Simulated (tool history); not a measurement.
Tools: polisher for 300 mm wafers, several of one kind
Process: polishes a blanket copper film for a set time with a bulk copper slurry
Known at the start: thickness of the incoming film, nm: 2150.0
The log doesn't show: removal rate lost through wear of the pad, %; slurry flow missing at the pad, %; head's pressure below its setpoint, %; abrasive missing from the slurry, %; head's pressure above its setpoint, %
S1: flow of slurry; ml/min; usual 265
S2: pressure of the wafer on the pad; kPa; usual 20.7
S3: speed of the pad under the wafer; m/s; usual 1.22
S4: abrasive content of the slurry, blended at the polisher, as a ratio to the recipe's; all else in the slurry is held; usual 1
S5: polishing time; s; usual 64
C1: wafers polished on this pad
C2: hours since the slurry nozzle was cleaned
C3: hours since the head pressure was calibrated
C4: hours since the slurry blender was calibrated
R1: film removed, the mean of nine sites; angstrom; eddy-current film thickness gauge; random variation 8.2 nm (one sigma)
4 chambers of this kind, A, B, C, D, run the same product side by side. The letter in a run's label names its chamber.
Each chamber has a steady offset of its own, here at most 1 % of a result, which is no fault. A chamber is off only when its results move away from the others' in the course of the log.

run   hour   S1    S2    S3  S4  S5    C1     C2      C3     C4      R1
 1B    9.4  265  20.7  1.22   1  64   326  514.9    70.7  109.3    8366
       9.7  -- chamber C: slurry blender recalibrated
 2D   19.3  265  20.7  1.22   1  64   601  494.6   447.1  138.2  8672.3
 3A   26.8  265  20.7  1.22   1  64   391  101.1  1119.4  137.9  8507.8
 4C   37.6  265  20.7  1.22   1  64   938  116.6   183.2     28  8534.5
 5A   47.9  265  20.7  1.22   1  64   605  122.2  1140.5    159  8366.3
      54.7  -- chamber A: worn pad replaced by a new one
 6D   56.4  265  20.7  1.22   1  64   977  531.7   484.2  175.3  8630.5
      61.5  -- chamber D: worn pad replaced by a new one
 7B   64.2  265  20.7  1.22   1  64   882  569.7   125.5  164.1  8609.2
        67  -- chamber C: worn pad replaced by a new one
 8C   71.2  265  20.7  1.22   1  64    42  150.2   216.8   61.6  8633.8
 9A   85.4  265  20.7  1.22   1  64   311  159.7    1178  196.5  8557.5
10C   95.5  265  20.7  1.22   1  75   289  174.5   241.1   85.9   10041
11B  108.1  265  20.7  1.22   1  75  1327  613.6   169.4    208   10011
     119.4  -- chamber D: slurry blender recalibrated
12D  121.2  265  20.7  1.22   1  75   606  596.5     549    1.9   10161
     126.7  -- chamber B: worn pad replaced by a new one
     130.7  -- chamber A: worn pad replaced by a new one
13B  135.2  265  20.7  1.22   1  75    86  640.7   196.5  235.1  9999.9
14D  147.2  265  20.7  1.22   1  64   869  622.5     575   27.9  8718.6
       161  -- chamber D: worn pad replaced by a new one
15A  161.1  265  20.7  1.22   1  64   308  235.4  1253.7  272.2  8548.2
16C  173.7  265  20.7  1.22   1  64  1082  252.7   319.3  164.1  8475.9
     175.4  -- chamber C: slurry nozzle cleaned
17C  183.1  265  20.7  1.22   1  64  1177    7.8   328.7  173.5  8613.6
       188  -- chamber B: slurry blender recalibrated
18D  196.2  265  20.7  1.22   1  64   357  671.5     624   76.9  8730.8
     205.4  -- chamber C: worn pad replaced by a new one
     207.3  -- chamber A: worn pad replaced by a new one
19B    208  265  14.5  1.54   1  64   824  713.5   269.3     20  7745.4
20A  223.3  265  14.5  1.54   1  64   162  297.6  1315.9  334.4  7585.8
21D  233.2  265  14.5  1.54   1  64   732  708.5     661  113.9  7637.5
     235.6  -- chamber A: head pressure recalibrated
22B  246.6  265  14.5  1.54   1  64  1216  752.1   307.9   58.6  7717.7
       250  -- chamber B: worn pad replaced by a new one
23C  257.9  265  20.7  1.22   1  64   532   82.6   403.5  248.3  8544.1
     267.7  -- chamber D: slurry nozzle cleaned
24A  270.5  265  20.7  1.22   1  64   641  344.8      35  381.6  7953.5
     271.4  -- chamber D: worn pad replaced by a new one
25B  277.9  265  20.7  1.22   1  64   283  783.4   339.2   89.9  8613.2
     282.1  -- chamber A: worn pad replaced by a new one
26C    289  265  20.7  1.22   1  64   848  113.7   434.6  279.4  8466.4
27D  296.5  265  20.7  1.22   1  64   255   28.8   724.3  177.2  8630.1
     304.6  -- chamber A: slurry blender recalibrated
28A    311  265  20.7  1.22   1  74   294  385.3    75.5    6.4  9133.9
     317.7  -- chamber D: slurry blender recalibrated
29A  324.9  265  20.7  1.22   1  74   435  399.2    89.4   20.3  9202.9
       330  -- chamber C: worn pad replaced by a new one
30B  336.3  265  20.7  1.22   1  74   876  841.8   397.6  148.3    9842
     344.6  -- chamber A: slurry nozzle cleaned
31C  345.1  265  20.7  1.22   1  74   153  169.8   490.7  335.5  9946.6
32D  353.8  265  20.7  1.22   1  64   836   86.1   781.6   36.1  8681.4
     355.1  -- chamber D: worn pad replaced by a new one
     357.3  -- chamber C: slurry blender recalibrated
     360.1  -- chamber A: worn pad replaced by a new one
33D  361.3  265  20.7  1.22   1  81    62   93.6   789.1   43.6   10924
34A  368.7  265  20.7  1.22   1  81    87   24.2   133.2   64.1   10012
35C  381.7  265  20.7  1.22   1  81   524  206.4   527.3   24.5   10770

What goes on in this fleet: one chamber off, a drifting gauge, or nothing beyond the chambers' own small offsets? Name the chamber and the cause, if any.

A service left chamber A off against the others.
Cause: head's pressure below its setpoint, % = 8.25.

Here are 4 candidates for chamber A's next run, each the usual settings with a change, their results left as question marks. Which one brings its results back in line with what the others give on the usual settings?
In line means no further than this from the other chambers' mean on the usual settings: R1 290 angstrom
36A-1  393.1  270  24.8  1.22  1.05  64                   ?
36A-2  393.1  265  20.7  1.22     1  70                   ?
36A-3  393.1  265  19.3  1.14     1  60                   ?
36A-4  393.1  265    20  1.18     1  62                   ?

The other chambers' mean on the usual settings: R1 8595.3 angstrom
  run      R1
36A-1    9576
36A-2  8605.6
36A-3  6431.4
36A-4  7125.6
36A-2 brings the chamber back in line.
